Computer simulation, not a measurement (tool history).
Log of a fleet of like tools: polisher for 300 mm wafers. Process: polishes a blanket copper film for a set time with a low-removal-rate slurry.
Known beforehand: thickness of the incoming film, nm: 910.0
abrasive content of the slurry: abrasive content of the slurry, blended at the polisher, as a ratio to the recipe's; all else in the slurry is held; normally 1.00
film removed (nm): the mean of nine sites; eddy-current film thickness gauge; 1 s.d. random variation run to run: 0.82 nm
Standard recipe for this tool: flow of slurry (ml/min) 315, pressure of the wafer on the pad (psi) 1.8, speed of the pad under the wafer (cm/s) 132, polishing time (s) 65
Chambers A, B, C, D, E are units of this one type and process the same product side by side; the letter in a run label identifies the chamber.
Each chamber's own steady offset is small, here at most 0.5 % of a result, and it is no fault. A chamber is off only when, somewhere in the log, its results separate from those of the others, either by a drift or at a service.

run     day  flow of slurry (ml/min)  pressure of the wafer on the pad (psi)  speed of the pad under the wafer (cm/s)  abrasive content of the slurry  polishing time (s)  wafers polished on this pad  hours since the slurry nozzle was cleaned  hours since the head pressure was calibrated  hours since the slurry blender was calibrated  film removed (nm)
 1C   0.275                      315                                     1.8                                      132                            1.00                  65                          480                                      223.4                                         105.6                                          158.7            127.790
      0.442  -- chamber E: worn pad replaced by a new one
 2A   0.688                      315                                     1.8                                      132                            1.00                  65                          286                                      626.8                                         405.5                                          192.1            127.570
      0.846  -- chamber D: worn pad replaced by a new one
 3E   1.025                      315                                     1.8                                      132                            1.00                  65                           88                                      476.9                                         349.4                                           53.0            127.760
 4D   1.275                      315                                     1.8                                      132                            1.00                  65                           65                                      486.2                                         466.4                                          193.1            127.630
      1.329  -- chamber D: slurry nozzle cleaned
      1.508  -- chamber C: worn pad replaced by a new one
 5B   1.654                      315                                     1.8                                      132                            1.00                  65                         1134                                       77.2                                         524.6                                          360.6            126.100
      1.862  -- chamber C: slurry nozzle cleaned
 6B   1.929                      315                                     1.8                                      132                            1.00                  51                         1176                                       83.8                                         531.2                                          367.2             99.823
      2.092  -- chamber B: worn pad replaced by a new one
 7C   2.200                      315                                     1.8                                      132                            1.00                  51                          105                                        8.2                                         151.8                                          204.9            100.070
      2.433  -- chamber D: slurry blender recalibrated
 8D   2.475                      315                                     1.8                                      132                            1.00                  51                          247                                       27.5                                         495.2                                            1.0             99.991
 9E   2.712                      315                                     1.8                                      132                            1.00                  51                          345                                      517.4                                         389.9                                           93.5             99.890
10A   2.967                      315                                     1.8                                      132                            1.00                  51                          632                                      681.5                                         460.2                                          246.8             99.783
11E   3.238                      315                                     1.8                                      132                            1.00                  65                          424                                      530.0                                         402.5                                          106.1            127.250
12C   3.679                      315                                     1.8                                      132                            1.00                  65                          329                                       43.7                                         187.3                                          240.4            128.410
13D   4.067                      315                                     1.8                                       88                            0.75                  65                          489                                       65.7                                         533.4                                           39.2             82.002
      4.288  -- chamber B: slurry blender recalibrated
14A   4.333                      315                                     1.8                                       88                            0.75                  65                          840                                      714.3                                         493.0                                          279.6             80.033
      4.496  -- chamber D: worn pad replaced by a new one
      4.533  -- chamber E: worn pad replaced by a new one
15B   4.596                      315                                     1.8                                       88                            0.75                  65                          380                                      147.8                                         595.2                                            7.4             80.442
16D   4.925                      315                                     1.8                                       88                            0.75                  65                           65                                       86.3                                         554.0                                           59.8             81.359
      5.112  -- chamber D: head pressure recalibrated
17C   5.117                      315                                     1.8                                       88                            0.75                  65                          547                                       78.2                                         221.8                                          274.9             80.635
      5.162  -- chamber A: worn pad replaced by a new one
      5.271  -- chamber C: worn pad replaced by a new one
18B   5.342                      315                                     1.8                                      132                            1.00                  65                          493                                      165.7                                         613.1                                           25.3            127.530
19A   5.533                      315                                     1.8                                      132                            1.00                  65                           56                                      743.1                                         521.8                                          308.4            126.580
20E   5.762                      315                                     1.8                                      132                            1.00                  65                          186                                      590.6                                         463.1                                          166.7            127.090
      5.862  -- chamber E: head pressure recalibrated
21A   6.150                      315                                     1.8                                      132                            1.00                  65                          150                                      757.9                                         536.6                                          323.2            128.150
22B   6.583                      315                                     1.2                                      132                            1.00                  44                          681                                      195.5                                         642.9                                           55.1             57.747
23D   7.017                      315                                     1.2                                      132                            1.00                  44                          383                                      136.5                                          45.7                                          110.0             57.609
24C   7.450                      315                                     1.2                                      132                            1.00                  44                          330                                      134.2                                         277.8                                          330.9             57.394
      7.800  -- chamber A: slurry blender recalibrated
25E   7.867                      315                                     1.2                                      132                            1.00                  44                          506                                      641.1                                          48.2                                          217.2             54.608
      7.950  -- chamber D: worn pad replaced by a new one
26B   8.312                      315                                     1.2                                      132                            1.00                  44                          944                                      237.0                                         684.4                                           96.6             58.009
27D   8.658                      315                                     1.8                                      132                            1.00                  65                          107                                      175.9                                          85.1                                          149.4            129.210
      8.750  -- chamber C: worn pad replaced by a new one
28A   8.883                      315                                     1.8                                      132                            1.00                  65                          565                                      823.5                                         602.2                                           26.0            127.770
      9.233  -- chamber B: worn pad replaced by a new one
29C   9.312                      315                                     1.8                                      132                            1.00                  65                           85                                      178.9                                         322.5                                          375.6            127.280
      9.362  -- chamber E: worn pad replaced by a new one
30E   9.712                      275                                     2.2                                      132                            1.00                  65                           53                                      685.4                                          92.5                                          261.5            144.030
      9.779  -- chamber C: head pressure recalibrated
      9.892  -- chamber C: slurry blender recalibrated
31D  10.012                      275                                     2.2                                      132                            1.00                  65                          313                                      208.4                                         117.6                                          181.9            154.310
32E  10.258                      275                                     2.2                                      132                            1.00                  65                          136                                      698.5                                         105.6                                          274.6            144.630
33A  10.508                      275                                     2.2                                      132                            1.00                  65                          811                                      862.5                                         641.2                                           65.0            154.830
34C  10.933                      275                                     2.2                                      132                            1.00                  65                          331                                      217.8                                          27.7                                           25.1            154.520
35B  11.192                      315                                     1.8                                      132                            1.00                  65                          297                                      306.1                                         753.5                                          165.7            127.840
36B  11.467                      315                                     1.8                                      132                            1.15                  65                          339                                      312.7                                         760.1                                          172.3            131.600
     11.542  -- chamber D: worn pad replaced by a new one
37D  11.871                      315                                     1.8                                      132                            1.15                  65                           50                                      253.0                                         162.2                                          226.5            132.460
38E  12.121                      315                                     1.8                                      132                            1.15                  65                          418                                      743.2                                         150.3                                          319.3            123.680
     12.221  -- chamber C: worn pad replaced by a new one
39C  12.404                      315                                     1.8                                      132                            1.15                  65                           27                                      253.1                                          63.0                                           60.4            132.270

For the next run the whole fleet of 5 chambers uses the same settings. Give each chamber's results:
40A  12.721                      315                                     1.8                                      132                            1.00                  65                                                                                                                                                                                       ?
40B  12.721                      315                                     1.8                                      132                            1.00                  65                                                                                                                                                                                       ?
40C  12.721                      315                                     1.8                                      132                            1.00                  65                                                                                                                                                                                       ?
40D  12.721                      315                                     1.8                                      132                            1.00                  65                                                                                                                                                                                       ?
40E  12.721                      315                                     1.8                                      132                            1.00                  65                                                                                                                                                                                       ?

run  film removed (nm)
40A            127.240
40B            128.340
40C            128.870
40D            127.150
40E            118.890
